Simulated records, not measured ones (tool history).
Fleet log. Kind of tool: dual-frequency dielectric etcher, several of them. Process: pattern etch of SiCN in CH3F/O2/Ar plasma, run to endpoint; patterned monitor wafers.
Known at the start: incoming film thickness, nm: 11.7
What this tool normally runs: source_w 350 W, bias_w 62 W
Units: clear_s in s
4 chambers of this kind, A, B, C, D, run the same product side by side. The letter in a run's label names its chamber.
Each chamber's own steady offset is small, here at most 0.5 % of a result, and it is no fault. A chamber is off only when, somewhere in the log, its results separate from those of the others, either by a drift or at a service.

run	day	source_w	bias_w	clear_s
1C	0.267	350	62	34.658
2B	0.779	350	62	34.512
3A	1.158	350	62	34.327
4D	1.679	350	62	34.562
5C	2.267	350	62	34.594
6D	2.538	350	62	34.88
7A	2.871	350	62	34.325
8B	3.388	350	62	34.561
# day 3.412: chamber C: wet clean of the chamber
9A	3.788	350	62	34.398
10B	4.388	350	62	34.68
11D	4.971	350	62	34.53
12C	5.317	350	62	34.627
13D	5.592	350	62	34.387
14A	6	300	62	36.25
# day 6.175: chamber A: wet clean of the chamber
15B	6.529	300	62	36.569
16C	7.079	300	62	36.396
17B	7.4	300	62	36.803
18D	8.004	350	62	34.742
19A	8.388	350	62	32.821
20C	8.804	350	62	34.426
21C	9.217	350	62	34.935
22D	9.579	280	70	35.964
# day 9.858: chamber B: wet clean of the chamber
23A	10.133	280	70	34.174
24B	10.496	280	70	36.271
25A	11.033	280	70	34.281
26B	11.496	350	62	34.488

Is one chamber off against the others, does the gauge drift, or is nothing wrong? If a chamber is off, say which, and what the likeliest cause is.

A service left chamber A off against the others.
Cause: etch rate over this chamber's usual, % = 4.8.

Which of the 4 candidates below, each the usual settings with something changed and its results left as question marks, puts chamber A back in line with what the other chambers give on the usual settings?
In line here means within this much of the mean the other chambers give on the usual settings: clear_s 0.63 s
27A-1	11.933	350	71	?
27A-2	11.933	280	62	?
27A-3	11.933	350	53	?
27A-4	11.933	350	79	?

Mean of the other chambers on the usual settings: clear_s 34.618 s
run	clear_s
27A-1	31.322
27A-2	35.765
27A-3	34.691
27A-4	30.128
27A-3 is the one that brings the chamber's results back in line with the other chambers.

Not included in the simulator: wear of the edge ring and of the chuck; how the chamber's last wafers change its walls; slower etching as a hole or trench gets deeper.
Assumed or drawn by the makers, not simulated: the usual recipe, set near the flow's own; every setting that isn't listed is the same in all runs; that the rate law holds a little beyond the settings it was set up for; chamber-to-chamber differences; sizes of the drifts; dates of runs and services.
